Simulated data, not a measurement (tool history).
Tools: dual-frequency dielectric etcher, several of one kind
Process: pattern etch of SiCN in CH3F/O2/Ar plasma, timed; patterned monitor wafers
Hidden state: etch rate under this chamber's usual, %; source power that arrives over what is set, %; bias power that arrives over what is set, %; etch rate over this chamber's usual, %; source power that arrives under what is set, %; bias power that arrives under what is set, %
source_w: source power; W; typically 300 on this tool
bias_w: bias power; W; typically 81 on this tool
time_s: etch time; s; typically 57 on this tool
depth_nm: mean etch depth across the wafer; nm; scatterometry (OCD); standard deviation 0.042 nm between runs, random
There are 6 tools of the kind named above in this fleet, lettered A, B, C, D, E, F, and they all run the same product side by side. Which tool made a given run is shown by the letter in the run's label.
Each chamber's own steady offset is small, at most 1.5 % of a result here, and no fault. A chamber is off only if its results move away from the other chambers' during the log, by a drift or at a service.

run   hour  source_w  bias_w  time_s  hours since the last wet clean  hours since the last source power generator calibration  hours since the last bias power generator calibration  read-back reference wafer on the same gauge, depth_nm  depth_nm
 1B    8.6       300      81      57                           136.2                                                      629                                                 1299.2                                                 20.709    20.107
 2C   18.4       300      81      57                           401.5                                                    377.4                                                 1662.5                                                 20.703    19.845
 3F   26.9       300      81      57                            87.9                                                   1293.9                                                 1645.4                                                 20.704    20.135
 4D   37.1       300      81      57                           425.1                                                   1942.3                                                  986.7                                                 20.703    20.258
 5E   46.8       300      81      57                           253.3                                                   1093.6                                                 1058.2                                                 20.694    20.274
 6A   56.2       300      81      57                           393.7                                                   1219.2                                                  321.2                                                 20.699    20.156
 7E   63.2       300      64      57                           269.7                                                     1110                                                 1074.6                                                 20.704    18.566
      69.4  -- chamber D: wet clean of the chamber
 8F   74.1       300      64      57                           135.1                                                   1341.1                                                 1692.6                                                 20.698    18.462
      81.2  -- chamber C: wet clean of the chamber
 9B   82.1       300      64      57                           209.7                                                    702.5                                                 1372.7                                                 20.693    18.492
10C     88       300      64      57                             6.9                                                      447                                                 1732.1                                                 20.706     18.17
11D   99.4       300      64      57                              30                                                   2004.6                                                   1049                                                   20.7    18.664
12A    111       300      64      57                           448.5                                                     1274                                                    376                                                 20.704     18.56
13A  120.3       300      81      57                           457.8                                                   1283.3                                                  385.3                                                   20.7    20.185
14E  125.6       300      81      57                           332.1                                                   1172.4                                                   1137                                                  20.69    20.235
15F    133       300      81      57                             194                                                     1400                                                 1751.5                                                 20.693    20.114
16B  139.2       300      81      57                           266.8                                                    759.6                                                 1429.8                                                 20.705    20.121
17D  148.3       300      81      57                            78.9                                                   2053.5                                                 1097.9                                                 20.692    20.235
18C  153.7       300      81      57                            72.6                                                    512.7                                                 1797.8                                                 20.705     19.82
19F  161.1       300      81      57                           222.1                                                   1428.1                                                 1779.6                                                 20.692    20.097
20E  170.4       300      81      57                           376.9                                                   1217.2                                                 1181.8                                                 20.691     20.25
21A    178       240      95      57                           515.5                                                     1341                                                    443                                                 20.699     19.75
22C  187.3       240      95      57                           106.2                                                    546.3                                                 1831.4                                                 20.707    19.474
     191.5  -- chamber E: wet clean of the chamber
23B  192.6       240      95      57                           320.2                                                      813                                                 1483.2                                                 20.694    19.531
24D  198.1       240      95      57                           128.7                                                   2103.3                                                 1147.7                                                 20.698    19.898
25C  205.3       240      95      57                           124.2                                                    564.3                                                 1849.4                                                 20.715    19.451
26F  214.1       240      95      57                           275.1                                                   1481.1                                                 1832.6                                                 20.702     19.74
27B  224.9       300      81      57                           352.5                                                    845.3                                                 1515.5                                                   20.7     20.15
28E  232.5       300      81      57                            41.1                                                   1279.3                                                 1243.9                                                 20.719    20.319
29D  244.1       300      81      57                           174.7                                                   2149.3                                                 1193.7                                                 20.704    20.307
30A  253.4       300      81      57                           590.9                                                   1416.4                                                  518.4                                                 20.704    20.135
     262.6  -- chamber A: wet clean of the chamber
31F  263.9       300      81      57                           324.9                                                   1530.9                                                 1882.4                                                 20.698    20.153
32B  270.2       300      81      57                           397.8                                                    890.6                                                 1560.8                                                 20.695    20.035
33E  276.9       300      81      57                            85.5                                                   1323.7                                                 1288.3                                                 20.694    20.264
34A  286.7       300      81      57                            24.1                                                   1449.7                                                  551.7                                                 20.703    20.217
35C  297.3       240      81    48.5                           216.2                                                    656.3                                                 1941.4                                                 20.706    15.593
36D  304.8       240      81    48.5                           235.4                                                     2210                                                 1254.4                                                 20.702    15.888
37A  311.1       240      81    48.5                            48.5                                                   1474.1                                                  576.1                                                   20.7    15.895
38B  316.3       240      81    48.5                           443.9                                                    936.7                                                 1606.9                                                 20.691    15.764
39D  325.9       240      81    48.5                           256.5                                                   2231.1                                                 1275.5                                                 20.707    15.917
40E  333.5       240      81    48.5                           142.1                                                   1380.3                                                 1344.9                                                   20.7    15.858

One chamber off, gauge drift, or nothing amiss beyond the chambers' own small offsets? If it is a chamber, which one, and what is the likeliest cause?

No chamber stands off beyond its own small offset, and the gauge holds steady.

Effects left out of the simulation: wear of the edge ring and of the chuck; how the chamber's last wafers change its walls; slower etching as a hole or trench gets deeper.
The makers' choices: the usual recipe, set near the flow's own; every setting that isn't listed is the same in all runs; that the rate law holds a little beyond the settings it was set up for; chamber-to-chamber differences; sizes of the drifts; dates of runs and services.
